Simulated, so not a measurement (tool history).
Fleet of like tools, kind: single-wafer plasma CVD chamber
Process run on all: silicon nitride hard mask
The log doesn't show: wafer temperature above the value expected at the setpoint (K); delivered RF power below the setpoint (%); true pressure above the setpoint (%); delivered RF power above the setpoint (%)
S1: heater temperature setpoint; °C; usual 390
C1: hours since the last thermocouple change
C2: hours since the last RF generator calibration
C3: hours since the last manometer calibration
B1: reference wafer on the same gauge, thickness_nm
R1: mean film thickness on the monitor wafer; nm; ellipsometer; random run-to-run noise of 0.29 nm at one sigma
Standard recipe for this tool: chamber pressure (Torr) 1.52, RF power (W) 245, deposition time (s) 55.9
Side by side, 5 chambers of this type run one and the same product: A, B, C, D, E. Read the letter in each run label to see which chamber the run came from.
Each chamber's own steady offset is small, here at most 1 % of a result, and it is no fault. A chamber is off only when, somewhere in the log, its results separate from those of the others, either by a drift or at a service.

Run 1E, hour 7.4: usual settings; C1 628.1; C2 467.5; C3 948; B1 59.296. Result: R1 54.972 nm.
Run 2D, hour 13.5: usual settings; C1 701; C2 103.4; C3 301.8; B1 59.285. Result: R1 55.314 nm.
Run 3C, hour 20.1: usual settings; C1 79.1; C2 630.9; C3 1171.3; B1 59.367. Result: R1 56.184 nm.
Run 4B, hour 28: usual settings; C1 1019.7; C2 1144.6; C3 1020.8; B1 59.329. Result: R1 55.012 nm.
Run 5A, hour 35: usual settings; C1 326.8; C2 1975.8; C3 700.2; B1 59.308. Result: R1 54.743 nm.
Run 6A, hour 41.3: usual settings; C1 333.1; C2 1982.1; C3 706.5; B1 59.315. Result: R1 54.684 nm.
Run 7B, hour 45.6: usual settings; C1 1037.3; C2 1162.2; C3 1038.4; B1 59.33. Result: R1 55.294 nm.
Run 8C, hour 51.4: usual settings; C1 110.4; C2 662.2; C3 1202.6; B1 59.31. Result: R1 55.568 nm.
Run 9E, hour 59.4: usual settings; C1 680.1; C2 519.5; C3 1000; B1 59.29. Result: R1 54.109 nm.
Run 10D, hour 65.4: usual settings but RF power (W) 270; C1 752.9; C2 155.3; C3 353.7; B1 59.332. Result: R1 58.645 nm.
Run 11B, hour 68.9: usual settings but RF power (W) 270; C1 1060.6; C2 1185.5; C3 1061.7; B1 59.284. Result: R1 58.778 nm.
Run 12D, hour 75.8: usual settings but RF power (W) 270; C1 763.3; C2 165.7; C3 364.1; B1 59.356. Result: R1 59.161 nm.
Run 13A, hour 80.7: usual settings but RF power (W) 270; C1 372.5; C2 2021.5; C3 745.9; B1 59.276. Result: R1 58.964 nm.
Run 14C, hour 88.5: usual settings but RF power (W) 270; C1 147.5; C2 699.3; C3 1239.7; B1 59.302. Result: R1 60.187 nm.
Run 15E, hour 92.1: usual settings; C1 712.8; C2 552.2; C3 1032.7; B1 59.279. Result: R1 54.093 nm.
Run 16A, hour 98.4: usual settings; C1 390.2; C2 2039.2; C3 763.6; B1 59.33. Result: R1 54.622 nm.
Run 17E, hour 102.2: usual settings; C1 722.9; C2 562.3; C3 1042.8; B1 59.289. Result: R1 53.778 nm.
Run 18B, hour 108.6: usual settings; C1 1100.3; C2 1225.2; C3 1101.4; B1 59.298. Result: R1 55.161 nm.
At hour 111.1: chamber B: RF generator calibrated.
Run 19C, hour 113.7: usual settings; C1 172.7; C2 724.5; C3 1264.9; B1 59.276. Result: R1 55.698 nm.
Run 20D, hour 119.4: usual settings; C1 806.9; C2 209.3; C3 407.7; B1 59.3. Result: R1 54.686 nm.
Run 21C, hour 126.1: usual settings but RF power (W) 260, deposition time (s) 66.7; C1 185.1; C2 736.9; C3 1277.3; B1 59.25. Result: R1 69.322 nm.
Run 22D, hour 129.6: usual settings but RF power (W) 260, deposition time (s) 66.7; C1 817.1; C2 219.5; C3 417.9; B1 59.25. Result: R1 68.402 nm.
Run 23B, hour 135.2: usual settings but RF power (W) 260, deposition time (s) 66.7; C1 1126.9; C2 24.1; C3 1128; B1 59.337. Result: R1 69.053 nm.
Run 24A, hour 139.4: usual settings but RF power (W) 260, deposition time (s) 66.7; C1 431.2; C2 2080.2; C3 804.6; B1 59.291. Result: R1 68.427 nm.
Run 25E, hour 146.4: usual settings but RF power (W) 260, deposition time (s) 66.7; C1 767.1; C2 606.5; C3 1087; B1 59.345. Result: R1 67.12 nm.
Run 26C, hour 153.1: usual settings; C1 212.1; C2 763.9; C3 1304.3; B1 59.203. Result: R1 55.751 nm.
Run 27E, hour 157.1: usual settings; C1 777.8; C2 617.2; C3 1097.7; B1 59.26. Result: R1 53.718 nm.
Run 28B, hour 163.2: usual settings but RF power (W) 270; C1 1154.9; C2 52.1; C3 1156; B1 59.369. Result: R1 59.267 nm.
Run 29A, hour 169.6: usual settings but RF power (W) 270; C1 461.4; C2 2110.4; C3 834.8; B1 59.313. Result: R1 58.435 nm.
Run 30D, hour 173.3: usual settings but RF power (W) 270; C1 860.8; C2 263.2; C3 461.6; B1 59.273. Result: R1 59.271 nm.
Run 31D, hour 181.5: usual settings but RF power (W) 270; C1 869; C2 271.4; C3 469.8; B1 59.234. Result: R1 59.013 nm.
Run 32C, hour 186.9: usual settings but RF power (W) 270; C1 245.9; C2 797.7; C3 1338.1; B1 59.292. Result: R1 59.941 nm.
Run 33E, hour 194.8: usual settings; C1 815.5; C2 654.9; C3 1135.4; B1 59.274. Result: R1 53.02 nm.
Run 34B, hour 198.6: usual settings but S1 395 °C; C1 1190.3; C2 87.5; C3 1191.4; B1 59.315. Result: R1 55.592 nm.
Run 35A, hour 204: usual settings but S1 395 °C; C1 495.8; C2 2144.8; C3 869.2; B1 59.248. Result: R1 54.9 nm.

Decide between three cases: one chamber stands off from its peers, the gauge reading all wafers drifts, or nothing is wrong past each chamber's small offset. Where a chamber is off, say which and what most likely put it there.

Chamber E drifts away from the others.
Likeliest cause: delivered RF power below the setpoint (%) = 5.04.

Below are 4 candidate recipes for chamber E's next run, each the usual settings with a change, their results shown as question marks. Which of them brings E's results back in line with what the other chambers give on the usual settings?
In-line tolerance around the mean of the other chambers on the usual settings: R1 1 nm
Run 36E-1, hour 209.9: usual settings but chamber pressure (Torr) 1.2. Result: R1 ?.
Run 36E-2, hour 209.9: usual settings but chamber pressure (Torr) 1.54, RF power (W) 250, deposition time (s) 57.3. Result: R1 ?.
Run 36E-3, hour 209.9: usual settings but deposition time (s) 60.2. Result: R1 ?.
Run 36E-4, hour 209.9: usual settings but RF power (W) 240, deposition time (s) 54.4. Result: R1 ?.

Mean of the other chambers on the usual settings: R1 55.33 nm
  run      R1
36E-1  49.455
36E-2  55.363
36E-3  57.148
36E-4  50.907
36E-2 puts the chamber back in line with the other chambers.
